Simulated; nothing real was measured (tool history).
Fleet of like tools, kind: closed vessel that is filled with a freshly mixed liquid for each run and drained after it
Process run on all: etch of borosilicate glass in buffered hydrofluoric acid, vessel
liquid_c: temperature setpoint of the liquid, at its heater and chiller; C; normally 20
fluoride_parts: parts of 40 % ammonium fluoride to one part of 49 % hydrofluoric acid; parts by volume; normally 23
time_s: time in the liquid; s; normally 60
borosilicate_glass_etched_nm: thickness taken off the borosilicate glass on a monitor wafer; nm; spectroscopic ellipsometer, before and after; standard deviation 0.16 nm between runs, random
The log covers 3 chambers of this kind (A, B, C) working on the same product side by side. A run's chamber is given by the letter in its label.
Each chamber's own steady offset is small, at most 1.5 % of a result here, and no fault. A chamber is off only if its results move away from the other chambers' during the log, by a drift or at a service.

run	hour	liquid_c	fluoride_parts	time_s	read-back film thickness of the borosilicate glass reference wafer, read on the same gauge (nm)	borosilicate_glass_etched_nm
1C	5.1	20	23	60	59.986	27.645
2B	13.2	20	23	60	59.983	27.517
3A	22.2	20	23	60	59.998	28.016
4B	30.9	20	23	60	60.000	27.426
5C	37.3	20	23	60	60.007	27.411
6A	47.2	20	23	60	60.001	27.823
7A	53.1	20	23	60	60.001	27.896
8B	62.6	20	23	60	60.022	27.796
9C	71.6	20	23	60	60.009	27.888
10C	80.1	18	23	95	59.980	39.544
11B	89.3	18	23	95	60.001	40.516
12A	98.0	18	23	95	59.988	39.920
13B	103.5	20	23	60	59.992	28.411
14A	110.4	20	23	60	59.996	28.075
15C	116.8	20	23	60	59.989	27.753
16B	121.3	20	23	60	59.996	28.404
17A	127.4	20	23	60	60.006	27.972
18C	135.9	20	23	60	60.009	27.630
19A	143.1	17	23	35	59.999	13.848
20B	149.2	17	23	35	60.002	14.079
21C	155.4	17	23	35	59.993	13.720
22B	165.4	20	23	60	60.003	29.009
23A	174.8	20	23	60	59.997	27.904
24C	184.7	20	28	70	59.995	27.827
25B	190.4	20	28	70	60.006	29.563
26C	198.8	20	28	70	59.991	28.048
27A	208.4	20	23	60	59.981	28.190
28B	215.0	20	23	60	59.995	29.729
29A	219.9	20	23	60	59.998	28.065
30C	225.3	20	15	35	59.980	23.705
31B	235.0	20	15	35	60.004	25.137
32C	242.2	20	15	35	60.015	23.785

Is one chamber off against the others, does the gauge drift, or is nothing wrong? If a chamber is off, say which, and what the likeliest cause is.

Chamber B drifts away from the others.
Likeliest cause: liquid hotter than its thermometer reads (K) = 1.48.
Not necessarily distinguishable in this log from: hydrofluoric acid flow above the setpoint (%).

Chamber B could run next with any of the 4 candidate recipes listed below; each alters the usual settings, and their results appear as question marks. Which one brings its results back in line with what the other chambers deliver on the usual settings?
Allowed miss from the other chambers' usual-settings mean, per result, to count as in line: borosilicate_glass_etched_nm 0.580 nm
33B-1	249.6	20.0	27.0	60		?
33B-2	249.6	19.5	24.5	60		?
33B-3	249.6	20.0	23.0	65		?
33B-4	249.6	20.5	22.5	65		?

The other chambers' mean on the usual settings: borosilicate_glass_etched_nm 27.845 nm
run	borosilicate_glass_etched_nm
33B-1	26.816
33B-2	27.887
33B-3	32.423
33B-4	33.826
The answer is 33B-2, which returns the chamber to within the allowed miss of the others.
